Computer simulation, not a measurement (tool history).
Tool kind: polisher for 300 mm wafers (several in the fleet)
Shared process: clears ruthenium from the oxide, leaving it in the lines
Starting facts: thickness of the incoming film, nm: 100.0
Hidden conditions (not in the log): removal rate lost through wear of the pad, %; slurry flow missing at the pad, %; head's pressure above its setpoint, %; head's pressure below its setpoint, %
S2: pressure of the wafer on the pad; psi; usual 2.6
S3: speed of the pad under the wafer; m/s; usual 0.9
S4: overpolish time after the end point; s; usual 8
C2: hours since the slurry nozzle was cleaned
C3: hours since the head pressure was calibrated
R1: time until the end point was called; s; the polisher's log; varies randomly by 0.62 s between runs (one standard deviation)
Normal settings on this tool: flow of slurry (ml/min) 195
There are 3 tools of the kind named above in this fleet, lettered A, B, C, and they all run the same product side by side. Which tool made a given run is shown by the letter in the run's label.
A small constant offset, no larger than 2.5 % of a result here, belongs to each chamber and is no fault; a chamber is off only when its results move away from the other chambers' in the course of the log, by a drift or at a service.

Run 1A, hour 7.1: usual settings; wafers polished on this pad 410; C2 601.9; C3 314.4. Result: R1 71.01 s.
Run 2B, hour 15.8: usual settings; wafers polished on this pad 961; C2 398; C3 638. Result: R1 73.76 s.
At hour 17.8: chamber A: worn pad replaced by a new one.
Run 3C, hour 22.3: usual settings; wafers polished on this pad 421; C2 121.6; C3 335.4. Result: R1 71.604 s.
At hour 30.5: chamber B: worn pad replaced by a new one.
Run 4A, hour 30.7: usual settings; wafers polished on this pad 139; C2 625.5; C3 338. Result: R1 70.789 s.
Run 5B, hour 37.3: usual settings; wafers polished on this pad 73; C2 419.5; C3 659.5. Result: R1 75.121 s.
Run 6C, hour 43.9: usual settings; wafers polished on this pad 654; C2 143.2; C3 357. Result: R1 72.395 s.
Run 7A, hour 53.7: usual settings but flow of slurry (ml/min) 140, S3 1.06 m/s; wafers polished on this pad 387; C2 648.5; C3 361. Result: R1 65.452 s.
At hour 55.3: chamber C: worn pad replaced by a new one.
Run 8C, hour 63: usual settings but flow of slurry (ml/min) 140, S3 1.06 m/s; wafers polished on this pad 83; C2 162.3; C3 376.1. Result: R1 64.189 s.
At hour 64.8: chamber A: worn pad replaced by a new one.
Run 9B, hour 69.5: usual settings but flow of slurry (ml/min) 140, S3 1.06 m/s; wafers polished on this pad 421; C2 451.7; C3 691.7. Result: R1 66.833 s.
Run 10A, hour 74.4: usual settings; wafers polished on this pad 104; C2 669.2; C3 381.7. Result: R1 71.177 s.
Run 11C, hour 81.6: usual settings; wafers polished on this pad 284; C2 180.9; C3 394.7. Result: R1 72.23 s.
Run 12B, hour 88.8: usual settings but flow of slurry (ml/min) 250; wafers polished on this pad 629; C2 471; C3 711. Result: R1 72.741 s.
Run 13B, hour 96.4: usual settings but flow of slurry (ml/min) 250; wafers polished on this pad 711; C2 478.6; C3 718.6. Result: R1 71.999 s.
Run 14A, hour 104.1: usual settings but flow of slurry (ml/min) 250; wafers polished on this pad 424; C2 698.9; C3 411.4. Result: R1 70.272 s.
Run 15C, hour 108.8: usual settings but S4 5 s; wafers polished on this pad 578; C2 208.1; C3 421.9. Result: R1 73.691 s.
Run 16A, hour 114.5: usual settings but S4 5 s; wafers polished on this pad 537; C2 709.3; C3 421.8. Result: R1 72.66 s.
At hour 120.3: chamber A: worn pad replaced by a new one.
Run 17B, hour 123: usual settings but S4 5 s; wafers polished on this pad 999; C2 505.2; C3 745.2. Result: R1 73.997 s.
At hour 126.2: chamber C: worn pad replaced by a new one.
Run 18C, hour 128.1: usual settings; wafers polished on this pad 20; C2 227.4; C3 441.2. Result: R1 72.949 s.
At hour 128.3: chamber B: worn pad replaced by a new one.
Run 19A, hour 137.8: usual settings; wafers polished on this pad 189; C2 732.6; C3 445.1. Result: R1 71.923 s.
Run 20C, hour 142.5: usual settings; wafers polished on this pad 176; C2 241.8; C3 455.6. Result: R1 74.73 s.
Run 21B, hour 151.8: usual settings; wafers polished on this pad 254; C2 534; C3 774. Result: R1 74.248 s.
Run 22C, hour 157.1: usual settings; wafers polished on this pad 334; C2 256.4; C3 470.2. Result: R1 75.489 s.
Run 23B, hour 161.8: usual settings; wafers polished on this pad 362; C2 544; C3 784. Result: R1 72.624 s.
At hour 168.6: chamber B: slurry nozzle cleaned.
Run 24A, hour 170.3: usual settings; wafers polished on this pad 539; C2 765.1; C3 477.6. Result: R1 72.125 s.
At hour 175.6: chamber A: worn pad replaced by a new one.
Run 25C, hour 178.8: usual settings; wafers polished on this pad 568; C2 278.1; C3 491.9. Result: R1 76.343 s.
At hour 187: chamber C: worn pad replaced by a new one.
Run 26B, hour 187.7: usual settings but S3 1.16 m/s, S4 11 s; wafers polished on this pad 642; C2 19.1; C3 809.9. Result: R1 57.639 s.
Run 27A, hour 196.7: usual settings but S3 1.16 m/s, S4 11 s; wafers polished on this pad 228; C2 791.5; C3 504. Result: R1 55.6 s.
Run 28A, hour 201.1: usual settings but S3 1.16 m/s, S4 11 s; wafers polished on this pad 276; C2 795.9; C3 508.4. Result: R1 55.079 s.
Run 29C, hour 206.3: usual settings but S3 0.66 m/s; wafers polished on this pad 208; C2 305.6; C3 519.4. Result: R1 105.69 s.
Run 30B, hour 210.7: usual settings but S3 0.66 m/s; wafers polished on this pad 890; C2 42.1; C3 832.9. Result: R1 99.262 s.
Run 31B, hour 219.2: usual settings but S3 0.66 m/s; wafers polished on this pad 982; C2 50.6; C3 841.4. Result: R1 101.58 s.
At hour 220.5: chamber A: worn pad replaced by a new one.
Run 32C, hour 227.6: usual settings; wafers polished on this pad 438; C2 326.9; C3 540.7. Result: R1 78.732 s.
Run 33A, hour 232.1: usual settings; wafers polished on this pad 125; C2 826.9; C3 539.4. Result: R1 71.114 s.
At hour 234.5: chamber B: worn pad replaced by a new one.
Run 34C, hour 238.8: usual settings; wafers polished on this pad 559; C2 338.1; C3 551.9. Result: R1 79.126 s.
Run 35B, hour 243.9: usual settings but S2 3.5 psi, S4 12 s; wafers polished on this pad 101; C2 75.3; C3 866.1. Result: R1 54.887 s.
Run 36A, hour 250.4: usual settings but S2 3.5 psi, S4 12 s; wafers polished on this pad 323; C2 845.2; C3 557.7. Result: R1 53.483 s.

Predict what each chamber gives when all 3 of them run the settings below next.
Run 37A, hour 257.6: usual settings but S2 3.1 psi. Result: R1 ?.
Run 37B, hour 257.6: usual settings but S2 3.1 psi. Result: R1 ?.
Run 37C, hour 257.6: usual settings but S2 3.1 psi. Result: R1 ?.

run      R1
37A  61.318
37B  62.322
37C  66.574

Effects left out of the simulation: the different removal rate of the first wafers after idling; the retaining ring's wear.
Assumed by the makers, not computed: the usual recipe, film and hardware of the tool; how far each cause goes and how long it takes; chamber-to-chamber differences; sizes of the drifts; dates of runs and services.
